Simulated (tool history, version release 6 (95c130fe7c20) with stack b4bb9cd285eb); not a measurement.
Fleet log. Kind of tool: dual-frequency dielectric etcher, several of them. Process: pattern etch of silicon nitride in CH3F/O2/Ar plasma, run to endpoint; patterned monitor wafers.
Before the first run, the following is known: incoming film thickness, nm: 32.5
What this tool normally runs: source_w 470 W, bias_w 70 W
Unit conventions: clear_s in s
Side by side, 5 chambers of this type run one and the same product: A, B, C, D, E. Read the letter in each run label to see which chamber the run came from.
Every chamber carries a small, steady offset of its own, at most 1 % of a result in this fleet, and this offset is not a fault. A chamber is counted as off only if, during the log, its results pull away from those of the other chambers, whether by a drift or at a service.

Run 1C, day 0.638: usual settings. Result: clear_s 45.426 s.
Run 2A, day 1.192: usual settings. Result: clear_s 44.584 s.
Run 3E, day 1.729: usual settings. Result: clear_s 44.596 s.
Run 4D, day 2.112: usual settings. Result: clear_s 44.464 s.
Run 5B, day 2.45: usual settings. Result: clear_s 44.619 s.
Run 6C, day 2.917: usual settings. Result: clear_s 44.995 s.
Run 7E, day 3.412: usual settings but source_w 530 W, bias_w 59 W. Result: clear_s 45.063 s.
At day 3.596: chamber B: wet clean of the chamber.
Run 8B, day 3.792: usual settings but source_w 530 W, bias_w 59 W. Result: clear_s 45.806 s.
Run 9D, day 4.225: usual settings but source_w 530 W, bias_w 59 W. Result: clear_s 45.007 s.
Run 10A, day 4.8: usual settings but source_w 530 W, bias_w 59 W. Result: clear_s 44.983 s.
Run 11A, day 5.083: usual settings but source_w 530 W, bias_w 59 W. Result: clear_s 45.104 s.
Run 12E, day 5.517: usual settings. Result: clear_s 43.916 s.
Run 13B, day 5.812: usual settings. Result: clear_s 45.005 s.
Run 14C, day 6.162: usual settings. Result: clear_s 44.005 s.
Run 15D, day 6.804: usual settings. Result: clear_s 45.208 s.
Run 16B, day 7.438: usual settings. Result: clear_s 45.021 s.
Run 17D, day 7.904: usual settings but source_w 550 W, bias_w 54 W. Result: clear_s 45.95 s.
Run 18A, day 8.3: usual settings but source_w 550 W, bias_w 54 W. Result: clear_s 45.429 s.
At day 8.333: chamber C: wet clean of the chamber.
Run 19C, day 8.646: usual settings but source_w 550 W, bias_w 54 W. Result: clear_s 45.237 s.
Run 20E, day 9.188: usual settings but source_w 550 W, bias_w 54 W. Result: clear_s 44.987 s.
Run 21C, day 9.696: usual settings but source_w 550 W, bias_w 54 W. Result: clear_s 46.066 s.
Run 22B, day 10.233: usual settings. Result: clear_s 44.72 s.
Run 23E, day 10.642: usual settings. Result: clear_s 43.508 s.
Run 24D, day 11: usual settings. Result: clear_s 44.749 s.
Run 25A, day 11.558: usual settings. Result: clear_s 44.017 s.
At day 11.8: chamber C: bias power generator calibrated.
Run 26B, day 12.112: usual settings but bias_w 88 W. Result: clear_s 41.273 s.
Run 27A, day 12.396: usual settings but bias_w 88 W. Result: clear_s 41.614 s.
Run 28E, day 12.929: usual settings but bias_w 88 W. Result: clear_s 40.265 s.
Run 29D, day 13.533: usual settings but bias_w 88 W. Result: clear_s 41.565 s.
Run 30C, day 13.946: usual settings but bias_w 88 W. Result: clear_s 41.148 s.
Run 31B, day 14.229: usual settings but bias_w 76 W. Result: clear_s 43.81 s.
Run 32E, day 14.729: usual settings but bias_w 76 W. Result: clear_s 41.719 s.
Run 33D, day 15.262: usual settings but bias_w 76 W. Result: clear_s 44.081 s.
Run 34C, day 15.738: usual settings but bias_w 76 W. Result: clear_s 43.622 s.
Run 35A, day 16.312: usual settings but bias_w 76 W. Result: clear_s 43.684 s.
Run 36A, day 16.671: usual settings. Result: clear_s 44.522 s.
Run 37C, day 17.275: usual settings. Result: clear_s 44.307 s.
Run 38E, day 17.571: usual settings. Result: clear_s 42.474 s.
Run 39B, day 18.008: usual settings. Result: clear_s 45.097 s.
Run 40D, day 18.367: usual settings. Result: clear_s 44.848 s.
Run 41C, day 18.929: usual settings but source_w 380 W. Result: clear_s 47.97 s.
Run 42A, day 19.546: usual settings but source_w 380 W. Result: clear_s 49.139 s.

Is one chamber off against the others, does the gauge drift, or is nothing wrong? If a chamber is off, say which, and what the likeliest cause is.

Chamber E drifts away from the others.
Likeliest cause: etch rate over this chamber's usual, % = 5.02.

Below are 4 candidate recipes for chamber E's next run, each the usual settings with a change, their results shown as question marks. Which of them brings E's results back in line with what the other chambers give on the usual settings?
Counts as in line when no further than this from what the other chambers average on the usual settings: clear_s 1.1 s
Run 43E-1, day 20.008: usual settings but bias_w 59 W. Result: clear_s ?.
Run 43E-2, day 20.008: usual settings but source_w 600 W. Result: clear_s ?.
Run 43E-3, day 20.008: usual settings but source_w 540 W. Result: clear_s ?.
Run 43E-4, day 20.008: usual settings but source_w 400 W, bias_w 61 W. Result: clear_s ?.

On the usual settings, the other chambers give on average: clear_s 44.734 s
  run  clear_s
43E-1   45.049
43E-2   38.844
43E-3   40.427
43E-4   47.378
The right change is 43E-1: it brings the chamber back within the allowed miss of the others.
